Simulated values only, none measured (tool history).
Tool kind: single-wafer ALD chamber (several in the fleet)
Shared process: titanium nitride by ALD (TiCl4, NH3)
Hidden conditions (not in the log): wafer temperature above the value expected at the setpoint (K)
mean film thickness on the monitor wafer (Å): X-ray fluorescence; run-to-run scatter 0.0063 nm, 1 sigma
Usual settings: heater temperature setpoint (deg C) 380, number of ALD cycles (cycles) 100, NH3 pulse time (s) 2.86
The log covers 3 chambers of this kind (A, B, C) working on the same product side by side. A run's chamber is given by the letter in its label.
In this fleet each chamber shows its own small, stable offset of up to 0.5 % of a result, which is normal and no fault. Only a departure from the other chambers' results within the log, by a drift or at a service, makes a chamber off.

| run | hour | heater temperature setpoint (deg C) | number of ALD cycles (cycles) | NH3 pulse time (s) | hours since the last thermocouple change | read-back reference wafer on the same gauge, thickness_nm | mean film thickness on the monitor wafer (Å) |
|---|---|---|---|---|---|---|---|
| 1B | 8.9 | 380 | 100 | 2.86 | 215 | 1.8793 | 22.28 |
| 2A | 18.5 | 380 | 100 | 2.86 | 183.5 | 1.8794 | 21.983 |
| 3C | 27.2 | 380 | 100 | 2.86 | 587.9 | 1.8799 | 21.904 |
| 4C | 33.5 | 380 | 100 | 2.86 | 594.2 | 1.8799 | 22.06 |
| 5A | 40.8 | 380 | 100 | 2.86 | 205.8 | 1.8806 | 22.045 |
| 6B | 51.1 | 380 | 100 | 2.86 | 257.2 | 1.8795 | 22.068 |
| 7C | 61.6 | 380 | 100 | 2.86 | 622.3 | 1.8805 | 22.079 |
| 8A | 66.4 | 365 | 113 | 2.86 | 231.4 | 1.8817 | 24.504 |
| 9B | 76.9 | 365 | 113 | 2.86 | 283 | 1.8802 | 24.591 |
| 10A | 83.6 | 365 | 113 | 2.86 | 248.6 | 1.8777 | 24.408 |
| 11C | 91.5 | 380 | 100 | 3.5 | 652.2 | 1.8803 | 22.258 |
| 12B | 98.9 | 380 | 100 | 3.5 | 305 | 1.8821 | 22.33 |
| 13A | 108.9 | 380 | 100 | 3.5 | 273.9 | 1.8802 | 22.158 |
| 14C | 117.1 | 380 | 100 | 2.86 | 677.8 | 1.8801 | 22.092 |
| 15B | 126.6 | 380 | 100 | 2.86 | 332.7 | 1.8803 | 22.028 |
| 16C | 133.3 | 380 | 100 | 2.86 | 694 | 1.8803 | 22.041 |
| 17A | 142.8 | 380 | 100 | 2.86 | 307.8 | 1.8802 | 21.978 |
| 18B | 152.2 | 380 | 81 | 2.86 | 358.3 | 1.8788 | 17.913 |
| 19B | 162.9 | 380 | 81 | 2.86 | 369 | 1.8793 | 18.043 |
| 20A | 170 | 380 | 81 | 2.86 | 335 | 1.8795 | 17.863 |
| 21C | 176.8 | 380 | 100 | 2.86 | 737.5 | 1.8804 | 22.014 |
| 22B | 186.6 | 380 | 100 | 2.86 | 392.7 | 1.8803 | 22.105 |
| 23A | 195 | 380 | 100 | 2.86 | 360 | 1.879 | 21.917 |
| 24C | 204.6 | 380 | 100 | 2.86 | 765.3 | 1.8801 | 22.017 |
| 25B | 212.9 | 380 | 100 | 2.86 | 419 | 1.8806 | 22.154 |
| 26C | 218.8 | 380 | 100 | 2.86 | 779.5 | 1.8809 | 22.038 |
| 27A | 225.3 | 380 | 100 | 2.86 | 390.3 | 1.8808 | 21.978 |

Is one chamber off against the others, does the gauge drift, or is nothing wrong? If a chamber is off, say which, and what the likeliest cause is.

All chambers stay in line apart from their small fixed offsets, and the gauge does not drift.

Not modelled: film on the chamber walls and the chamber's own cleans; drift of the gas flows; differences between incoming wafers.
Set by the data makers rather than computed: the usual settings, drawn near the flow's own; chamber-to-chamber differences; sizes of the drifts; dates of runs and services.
